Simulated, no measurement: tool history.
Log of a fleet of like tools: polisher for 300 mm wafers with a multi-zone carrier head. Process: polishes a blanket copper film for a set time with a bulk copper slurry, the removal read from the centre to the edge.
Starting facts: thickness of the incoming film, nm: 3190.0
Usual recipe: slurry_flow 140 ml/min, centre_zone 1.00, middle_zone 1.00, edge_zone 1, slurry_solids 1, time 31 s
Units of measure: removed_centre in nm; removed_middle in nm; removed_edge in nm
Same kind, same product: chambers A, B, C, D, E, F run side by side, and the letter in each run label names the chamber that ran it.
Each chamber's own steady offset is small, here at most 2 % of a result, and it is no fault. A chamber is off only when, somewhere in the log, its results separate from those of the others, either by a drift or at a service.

run	hour	slurry_flow	centre_zone	middle_zone	edge_zone	slurry_solids	time	wafers polished on this pad	hours since the slurry nozzle was cleaned	hours since the centre zone pressure was calibrated	hours since the edge zone pressure was calibrated	removed_centre	removed_middle	removed_edge
1C	10.3	140	1.00	1.00	1	1	31	425	656.6	158.4	1040.7	272.21	271.03	264.78
2D	23.4	140	1.00	1.00	1	1	31	255	138.6	731.8	836.9	267.18	262.44	275.04
3B	34.7	140	1.00	1.00	1	1	31	435	139.8	589.4	680.8	258.58	268.16	263.82
4F	42.0	140	1.00	1.00	1	1	31	879	139.0	1019.2	567.8	267.60	282.03	271.94
5E	54.7	140	1.00	1.00	1	1	31	987	176.8	76.6	293.7	270.23	266.04	269.74
6A	62.9	140	1.00	1.00	1	1	31	927	530.0	923.6	203.2	274.05	272.95	273.22
7E	72.0	140	1.00	1.00	1	1	31	1164	194.1	93.9	311.0	274.63	271.51	266.80
# hour 72.1: chamber B: worn pad replaced by a new one
# hour 73.4: chamber A: worn pad replaced by a new one
# hour 77.0: chamber D: worn pad replaced by a new one
8C	83.4	90	1.00	1.00	1	1	24	1174	729.7	231.5	1113.8	180.90	183.55	197.08
# hour 87.9: chamber F: worn pad replaced by a new one
9A	97.3	90	1.00	1.00	1	1	24	244	564.4	958.0	237.6	182.37	186.68	196.60
10F	107.4	90	1.00	1.00	1	1	24	200	204.4	1084.6	633.2	186.14	187.70	196.23
# hour 117.8: chamber C: worn pad replaced by a new one
11B	119.0	90	1.00	1.00	1	1	24	481	224.1	673.7	765.1	188.39	186.48	194.93
12D	133.1	90	1.00	1.00	1	1	24	574	248.3	841.5	946.6	180.09	185.44	196.31
13C	140.0	90	1.00	1.00	1	1	24	227	786.3	288.1	1170.4	184.90	185.87	194.20
# hour 146.6: chamber B: worn pad replaced by a new one
14D	150.0	140	1.00	1.00	1	1	31	748	265.2	858.4	963.5	274.62	271.02	274.12
15B	157.2	140	1.00	1.08	1	1	39	109	262.3	711.9	803.3	344.71	381.63	345.21
# hour 162.7: chamber D: worn pad replaced by a new one
16E	167.1	140	1.00	1.08	1	1	39	2138	289.2	189.0	406.1	341.96	351.74	333.14
17F	176.9	140	1.00	1.08	1	1	39	912	273.9	1154.1	702.7	330.71	364.15	339.65
18A	187.1	140	1.00	1.08	1	1	39	1164	654.2	1047.8	327.4	349.86	365.07	340.29
# hour 193.0: chamber A: worn pad replaced by a new one
19B	198.7	140	1.00	1.08	1	1	39	534	303.8	753.4	844.8	334.42	368.66	328.75
20D	207.5	140	1.00	1.08	1	1	39	459	322.7	915.9	1021.0	349.30	364.98	344.65
21C	214.4	140	1.00	1.00	1	1	31	989	860.7	362.5	1244.8	271.30	275.88	267.80
# hour 215.4: chamber A: slurry nozzle cleaned
# hour 220.2: chamber B: worn pad replaced by a new one
# hour 223.5: chamber F: worn pad replaced by a new one
# hour 223.9: chamber C: edge zone pressure recalibrated
22E	226.7	140	1.00	1.00	1	1	31	2749	348.8	248.6	465.7	264.04	257.56	253.09
23F	235.9	140	1.00	1.00	1	1	31	127	332.9	1213.1	761.7	264.96	279.01	270.91
# hour 240.7: chamber D: worn pad replaced by a new one
# hour 241.8: chamber C: worn pad replaced by a new one
24A	242.0	140	1.00	1.00	1	1	31	502	26.7	1102.7	382.3	274.45	280.32	273.39
# hour 245.7: chamber F: slurry nozzle cleaned
# hour 249.3: chamber A: centre zone pressure recalibrated
25A	254.2	140	1.00	0.94	1	1	31	627	38.9	5.0	394.5	274.85	261.10	268.34
26E	261.4	140	1.00	0.94	1	1	31	3105	383.5	283.3	500.4	252.07	240.14	251.95
# hour 261.7: chamber B: slurry nozzle cleaned
27D	270.9	140	1.00	0.94	1	1	31	310	386.1	979.3	1084.4	268.72	249.24	273.94
28B	279.9	140	1.00	0.94	1	1	31	612	18.3	834.6	926.0	265.54	258.71	269.89
29F	290.5	140	1.00	0.94	1	1	31	687	44.9	1267.7	816.3	263.78	263.33	269.96
# hour 293.0: chamber B: worn pad replaced by a new one
30C	297.1	140	1.00	0.94	1	1	31	566	943.4	445.2	73.3	269.09	257.45	270.06
# hour 300.0: chamber C: slurry nozzle cleaned
# hour 305.8: chamber E: slurry nozzle cleaned
31A	310.4	140	1.00	1.00	1	1	31	1203	95.1	61.2	450.7	279.51	276.16	265.24
32F	318.6	140	1.00	1.00	1	1	31	975	73.0	1295.8	844.4	273.47	281.65	271.66
33C	325.4	140	1.00	1.00	1	1	31	856	25.5	473.5	101.6	273.53	264.15	272.94
# hour 328.6: chamber D: worn pad replaced by a new one
# hour 334.8: chamber D: edge zone pressure recalibrated
34B	337.2	140	1.09	1.00	1	1	31	453	75.6	891.9	983.3	302.63	274.76	273.82
35E	344.2	140	1.09	1.00	1	1	31	3953	38.5	366.1	583.2	262.94	244.81	242.63
36D	354.8	140	1.09	1.00	1	1	31	268	470.0	1063.2	20.1	300.65	273.85	271.09

Next, every chamber runs the same settings. What will each give?
37A	364.9	140	1.00	1.00	1	1	31					?	?	?
37B	364.9	140	1.00	1.00	1	1	31					?	?	?
37C	364.9	140	1.00	1.00	1	1	31					?	?	?
37D	364.9	140	1.00	1.00	1	1	31					?	?	?
37E	364.9	140	1.00	1.00	1	1	31					?	?	?
37F	364.9	140	1.00	1.00	1	1	31					?	?	?

run	removed_centre	removed_middle	removed_edge
37A	274.91	269.95	271.82
37B	265.02	267.73	263.75
37C	268.03	269.53	267.95
37D	263.46	263.58	275.39
37E	243.97	243.55	243.76
37F	267.18	271.38	270.18
